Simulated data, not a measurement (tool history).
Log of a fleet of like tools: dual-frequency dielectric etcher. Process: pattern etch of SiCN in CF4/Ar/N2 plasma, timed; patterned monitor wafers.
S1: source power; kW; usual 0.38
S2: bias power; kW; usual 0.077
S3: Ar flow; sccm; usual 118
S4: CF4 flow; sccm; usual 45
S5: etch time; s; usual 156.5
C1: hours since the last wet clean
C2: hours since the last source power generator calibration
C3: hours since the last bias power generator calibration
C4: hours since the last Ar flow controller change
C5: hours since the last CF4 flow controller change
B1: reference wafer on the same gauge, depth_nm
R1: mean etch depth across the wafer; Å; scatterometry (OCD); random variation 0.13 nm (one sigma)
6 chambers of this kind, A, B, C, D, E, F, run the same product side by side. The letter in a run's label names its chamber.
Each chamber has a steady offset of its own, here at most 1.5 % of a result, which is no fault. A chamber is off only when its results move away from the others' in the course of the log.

Run 1A, hour 6.3: usual settings; C1 219; C2 3819.7; C3 4545.6; C4 1678; C5 2020.9; B1 100.99. Result: R1 1075.9 Å.
Run 2D, hour 11.7: usual settings; C1 488.3; C2 449.4; C3 3869.3; C4 1483.8; C5 1634.8; B1 100.94. Result: R1 1072.8 Å.
Run 3E, hour 15.4: usual settings; C1 285.4; C2 21.9; C3 1127.2; C4 1990; C5 2341.3; B1 100.99. Result: R1 1084.4 Å.
Run 4B, hour 20.1: usual settings; C1 372.1; C2 2010.3; C3 2466.3; C4 2604.2; C5 1929.3; B1 100.93. Result: R1 1075 Å.
Run 5F, hour 26.3: usual settings; C1 80; C2 1709.4; C3 1790; C4 3568.5; C5 2060.2; B1 100.93. Result: R1 1087.4 Å.
Run 6C, hour 29.5: usual settings; C1 355.9; C2 742.5; C3 908.6; C4 585.8; C5 2872.7; B1 100.92. Result: R1 1089.7 Å.
Run 7C, hour 34.3: usual settings; C1 360.7; C2 747.3; C3 913.4; C4 590.6; C5 2877.5; B1 100.93. Result: R1 1092.6 Å.
Run 8E, hour 39.6: usual settings but S3 140 sccm, S5 134 s; C1 309.6; C2 46.1; C3 1151.4; C4 2014.2; C5 2365.5; B1 100.9. Result: R1 903.11 Å.
Run 9D, hour 43: usual settings but S3 140 sccm, S5 134 s; C1 519.6; C2 480.7; C3 3900.6; C4 1515.1; C5 1666.1; B1 100.89. Result: R1 893.63 Å.
At hour 44.6: chamber C: wet clean of the chamber.
Run 10A, hour 49.5: usual settings but S3 140 sccm, S5 134 s; C1 262.2; C2 3862.9; C3 4588.8; C4 1721.2; C5 2064.1; B1 100.86. Result: R1 895.28 Å.
At hour 54.2: chamber F: source power generator calibrated.
Run 11F, hour 54.7: usual settings but S3 140 sccm, S5 134 s; C1 108.4; C2 0.5; C3 1818.4; C4 3596.9; C5 2088.6; B1 100.87. Result: R1 905.77 Å.
At hour 58.7: chamber B: wet clean of the chamber.
Run 12B, hour 59.8: usual settings but S3 140 sccm, S5 134 s; C1 1.2; C2 2050; C3 2506; C4 2643.9; C5 1969; B1 100.88. Result: R1 894.26 Å.
Run 13A, hour 65.4: usual settings but S3 140 sccm, S5 134 s; C1 278.1; C2 3878.8; C3 4604.7; C4 1737.1; C5 2080; B1 100.83. Result: R1 896.04 Å.
Run 14B, hour 69: usual settings; C1 10.4; C2 2059.2; C3 2515.2; C4 2653.1; C5 1978.2; B1 100.84. Result: R1 1072.9 Å.
Run 15C, hour 75.2: usual settings; C1 30.6; C2 788.2; C3 954.3; C4 631.5; C5 2918.4; B1 100.81. Result: R1 1090.3 Å.
Run 16E, hour 79: usual settings; C1 349; C2 85.5; C3 1190.8; C4 2053.6; C5 2404.9; B1 100.81. Result: R1 1083.3 Å.
Run 17D, hour 83.2: usual settings; C1 559.8; C2 520.9; C3 3940.8; C4 1555.3; C5 1706.3; B1 100.79. Result: R1 1072.6 Å.
Run 18F, hour 86.1: usual settings but S4 54 sccm; C1 139.8; C2 31.9; C3 1849.8; C4 3628.3; C5 2120; B1 100.81. Result: R1 1119 Å.
Run 19F, hour 89.4: usual settings but S4 54 sccm; C1 143.1; C2 35.2; C3 1853.1; C4 3631.6; C5 2123.3; B1 100.79. Result: R1 1113.3 Å.
Run 20B, hour 95.4: usual settings but S4 54 sccm; C1 36.8; C2 2085.6; C3 2541.6; C4 2679.5; C5 2004.6; B1 100.76. Result: R1 1104.3 Å.
At hour 98.6: chamber F: CF4 flow controller replaced.
Run 21D, hour 99: usual settings but S4 54 sccm; C1 575.6; C2 536.7; C3 3956.6; C4 1571.1; C5 1722.1; B1 100.74. Result: R1 1101 Å.
Run 22E, hour 103.6: usual settings but S4 54 sccm; C1 373.6; C2 110.1; C3 1215.4; C4 2078.2; C5 2429.5; B1 100.72. Result: R1 1112.5 Å.
At hour 105.7: chamber D: wet clean of the chamber.
Run 23A, hour 108.4: usual settings but S4 54 sccm; C1 321.1; C2 3921.8; C3 4647.7; C4 1780.1; C5 2123; B1 100.71. Result: R1 1108.4 Å.
Run 24C, hour 113.8: usual settings; C1 69.2; C2 826.8; C3 992.9; C4 670.1; C5 2957; B1 100.74. Result: R1 1089.8 Å.
Run 25D, hour 119.8: usual settings; C1 14.2; C2 557.5; C3 3977.4; C4 1591.9; C5 1742.9; B1 100.71. Result: R1 1069.4 Å.
Run 26C, hour 125.3: usual settings; C1 80.7; C2 838.3; C3 1004.4; C4 681.6; C5 2968.5; B1 100.71. Result: R1 1090.2 Å.
Run 27A, hour 130.7: usual settings; C1 343.4; C2 3944.1; C3 4670; C4 1802.4; C5 2145.3; B1 100.67. Result: R1 1075.5 Å.
Run 28E, hour 134.7: usual settings; C1 404.7; C2 141.2; C3 1246.5; C4 2109.3; C5 2460.6; B1 100.65. Result: R1 1082.1 Å.
Run 29F, hour 139.8: usual settings but S3 102 sccm, S5 125 s; C1 193.5; C2 85.6; C3 1903.5; C4 3682; C5 41.3; B1 100.65. Result: R1 886.7 Å.
Run 30B, hour 145.7: usual settings but S3 102 sccm, S5 125 s; C1 87.1; C2 2135.9; C3 2591.9; C4 2729.8; C5 2054.9; B1 100.61. Result: R1 874.59 Å.
Run 31E, hour 150.5: usual settings but S3 102 sccm, S5 125 s; C1 420.5; C2 157; C3 1262.3; C4 2125.1; C5 2476.4; B1 100.65. Result: R1 885.21 Å.
Run 32B, hour 155.6: usual settings but S3 102 sccm, S5 125 s; C1 97; C2 2145.8; C3 2601.8; C4 2739.7; C5 2064.8; B1 100.61. Result: R1 875.61 Å.
Run 33F, hour 159.3: usual settings but S3 102 sccm, S5 125 s; C1 213; C2 105.1; C3 1923; C4 3701.5; C5 60.8; B1 100.63. Result: R1 886.04 Å.
Run 34A, hour 164.1: usual settings but S3 102 sccm, S5 125 s; C1 376.8; C2 3977.5; C3 4703.4; C4 1835.8; C5 2178.7; B1 100.57. Result: R1 873.84 Å.
Run 35C, hour 170.4: usual settings; C1 125.8; C2 883.4; C3 1049.5; C4 726.7; C5 3013.6; B1 100.6. Result: R1 1087.8 Å.
Run 36D, hour 175.4: usual settings; C1 69.8; C2 613.1; C3 4033; C4 1647.5; C5 1798.5; B1 100.57. Result: R1 1067.8 Å.
Run 37C, hour 179.9: usual settings; C1 135.3; C2 892.9; C3 1059; C4 736.2; C5 3023.1; B1 100.57. Result: R1 1087.8 Å.
Run 38A, hour 184.2: usual settings; C1 396.9; C2 3997.6; C3 4723.5; C4 1855.9; C5 2198.8; B1 100.51. Result: R1 1069.4 Å.
Run 39D, hour 189.4: usual settings; C1 83.8; C2 627.1; C3 4047; C4 1661.5; C5 1812.5; B1 100.53. Result: R1 1066.7 Å.
Run 40B, hour 194.6: usual settings; C1 136; C2 2184.8; C3 2640.8; C4 2778.7; C5 2103.8; B1 100.51. Result: R1 1070.6 Å.
Run 41E, hour 197.8: usual settings; C1 467.8; C2 204.3; C3 1309.6; C4 2172.4; C5 2523.7; B1 100.5. Result: R1 1079.3 Å.

All 6 chambers run these settings next. Forecast each chamber's results:
Run 42A, hour 202.5: usual settings but S4 51 sccm. Result: R1 ?.
Run 42B, hour 202.5: usual settings but S4 51 sccm. Result: R1 ?.
Run 42C, hour 202.5: usual settings but S4 51 sccm. Result: R1 ?.
Run 42D, hour 202.5: usual settings but S4 51 sccm. Result: R1 ?.
Run 42E, hour 202.5: usual settings but S4 51 sccm. Result: R1 ?.
Run 42F, hour 202.5: usual settings but S4 51 sccm. Result: R1 ?.

run      R1
42A  1092.3
42B  1090.6
42C  1107.4
42D  1088.6
42E  1099.9
42F  1104.5
